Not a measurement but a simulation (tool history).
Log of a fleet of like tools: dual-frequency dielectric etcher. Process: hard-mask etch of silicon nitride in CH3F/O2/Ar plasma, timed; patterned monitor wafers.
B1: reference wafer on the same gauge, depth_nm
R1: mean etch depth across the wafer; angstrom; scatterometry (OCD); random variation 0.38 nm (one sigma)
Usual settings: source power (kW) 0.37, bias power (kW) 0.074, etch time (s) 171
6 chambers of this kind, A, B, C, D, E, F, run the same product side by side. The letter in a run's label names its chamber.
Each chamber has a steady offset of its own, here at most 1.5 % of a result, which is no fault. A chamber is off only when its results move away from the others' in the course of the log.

run 1A day=0.325 | source_power_(kW)=0.37 bias_power_(kW)=0.074 etch_time_(s)=171 | B1=108.97 | R1=1169.5
run 2F day=0.804 | source_power_(kW)=0.37 bias_power_(kW)=0.074 etch_time_(s)=171 | B1=109.1 | R1=1175.3
run 3D day=1.354 | source_power_(kW)=0.37 bias_power_(kW)=0.074 etch_time_(s)=171 | B1=108.97 | R1=1182.5
run 4E day=1.854 | source_power_(kW)=0.37 bias_power_(kW)=0.074 etch_time_(s)=171 | B1=109.02 | R1=1185.8
run 5C day=2.312 | source_power_(kW)=0.37 bias_power_(kW)=0.074 etch_time_(s)=171 | B1=108.97 | R1=1188
-- day=2.362 chamber A: wet clean of the chamber
run 6B day=2.675 | source_power_(kW)=0.37 bias_power_(kW)=0.074 etch_time_(s)=171 | B1=109 | R1=1170.8
run 7E day=3.133 | source_power_(kW)=0.37 bias_power_(kW)=0.074 etch_time_(s)=171 | B1=109 | R1=1186.2
-- day=3.671 chamber A: source power generator calibrated
run 8B day=3.675 | source_power_(kW)=0.37 bias_power_(kW)=0.074 etch_time_(s)=171 | B1=109 | R1=1172.3
run 9A day=4.05 | source_power_(kW)=0.37 bias_power_(kW)=0.074 etch_time_(s)=171 | B1=109.03 | R1=1170.1
run 10D day=4.488 | source_power_(kW)=0.37 bias_power_(kW)=0.074 etch_time_(s)=171 | B1=109.02 | R1=1180.9
run 11C day=4.929 | source_power_(kW)=0.37 bias_power_(kW)=0.074 etch_time_(s)=171 | B1=108.98 | R1=1187.2
run 12F day=5.196 | source_power_(kW)=0.44 bias_power_(kW)=0.074 etch_time_(s)=143 | B1=109 | R1=1052
run 13F day=5.704 | source_power_(kW)=0.44 bias_power_(kW)=0.074 etch_time_(s)=143 | B1=109.03 | R1=1053.5
run 14B day=5.996 | source_power_(kW)=0.44 bias_power_(kW)=0.074 etch_time_(s)=143 | B1=109.03 | R1=1049.5
run 15D day=6.421 | source_power_(kW)=0.44 bias_power_(kW)=0.074 etch_time_(s)=143 | B1=108.9 | R1=1060.5
run 16E day=6.967 | source_power_(kW)=0.44 bias_power_(kW)=0.074 etch_time_(s)=143 | B1=108.98 | R1=1063.8
run 17A day=7.471 | source_power_(kW)=0.44 bias_power_(kW)=0.074 etch_time_(s)=143 | B1=108.92 | R1=1042.6
-- day=7.55 chamber C: wet clean of the chamber
run 18C day=7.846 | source_power_(kW)=0.4 bias_power_(kW)=0.06 etch_time_(s)=171 | B1=109.05 | R1=1128.9
run 19E day=8.312 | source_power_(kW)=0.4 bias_power_(kW)=0.06 etch_time_(s)=171 | B1=109.02 | R1=1130.1
run 20F day=8.75 | source_power_(kW)=0.4 bias_power_(kW)=0.06 etch_time_(s)=171 | B1=108.94 | R1=1130.6
run 21D day=9.288 | source_power_(kW)=0.4 bias_power_(kW)=0.06 etch_time_(s)=171 | B1=108.91 | R1=1135.5
run 22B day=9.629 | source_power_(kW)=0.4 bias_power_(kW)=0.06 etch_time_(s)=171 | B1=109.04 | R1=1127.1
run 23A day=9.988 | source_power_(kW)=0.4 bias_power_(kW)=0.06 etch_time_(s)=171 | B1=108.97 | R1=1127
-- day=10.1 chamber F: wet clean of the chamber
run 24C day=10.288 | source_power_(kW)=0.37 bias_power_(kW)=0.074 etch_time_(s)=171 | B1=109.07 | R1=1182
-- day=10.675 chamber E: wet clean of the chamber
run 25A day=10.821 | source_power_(kW)=0.45 bias_power_(kW)=0.087 etch_time_(s)=171 | B1=108.91 | R1=1331.2
run 26C day=11.162 | source_power_(kW)=0.45 bias_power_(kW)=0.087 etch_time_(s)=171 | B1=108.96 | R1=1349
run 27D day=11.475 | source_power_(kW)=0.45 bias_power_(kW)=0.087 etch_time_(s)=171 | B1=108.99 | R1=1355
run 28B day=11.812 | source_power_(kW)=0.45 bias_power_(kW)=0.087 etch_time_(s)=171 | B1=108.97 | R1=1339.3
run 29E day=12.175 | source_power_(kW)=0.45 bias_power_(kW)=0.087 etch_time_(s)=171 | B1=108.89 | R1=1354.6
run 30F day=12.721 | source_power_(kW)=0.45 bias_power_(kW)=0.087 etch_time_(s)=171 | B1=109.09 | R1=1346.9
run 31E day=13.171 | source_power_(kW)=0.37 bias_power_(kW)=0.074 etch_time_(s)=171 | B1=109.07 | R1=1184.3
run 32C day=13.496 | source_power_(kW)=0.37 bias_power_(kW)=0.074 etch_time_(s)=171 | B1=108.95 | R1=1180.3
run 33A day=13.825 | source_power_(kW)=0.37 bias_power_(kW)=0.074 etch_time_(s)=171 | B1=109.05 | R1=1166
run 34D day=14.262 | source_power_(kW)=0.37 bias_power_(kW)=0.074 etch_time_(s)=171 | B1=108.93 | R1=1178.1
run 35B day=14.754 | source_power_(kW)=0.37 bias_power_(kW)=0.074 etch_time_(s)=171 | B1=109 | R1=1175.6
run 36F day=15.271 | source_power_(kW)=0.37 bias_power_(kW)=0.074 etch_time_(s)=171 | B1=109.1 | R1=1182.9

Next, every chamber runs the same settings. What will each give?
run 37A day=15.688 | source_power_(kW)=0.37 bias_power_(kW)=0.074 etch_time_(s)=171 | R1=?
run 37B day=15.688 | source_power_(kW)=0.37 bias_power_(kW)=0.074 etch_time_(s)=171 | R1=?
run 37C day=15.688 | source_power_(kW)=0.37 bias_power_(kW)=0.074 etch_time_(s)=171 | R1=?
run 37D day=15.688 | source_power_(kW)=0.37 bias_power_(kW)=0.074 etch_time_(s)=171 | R1=?
run 37E day=15.688 | source_power_(kW)=0.37 bias_power_(kW)=0.074 etch_time_(s)=171 | R1=?
run 37F day=15.688 | source_power_(kW)=0.37 bias_power_(kW)=0.074 etch_time_(s)=171 | R1=?

run=37A R1=1168.1
run=37B R1=1178.5
run=37C R1=1178.6
run=37D R1=1185.7
run=37E R1=1185.9
run=37F R1=1175.4
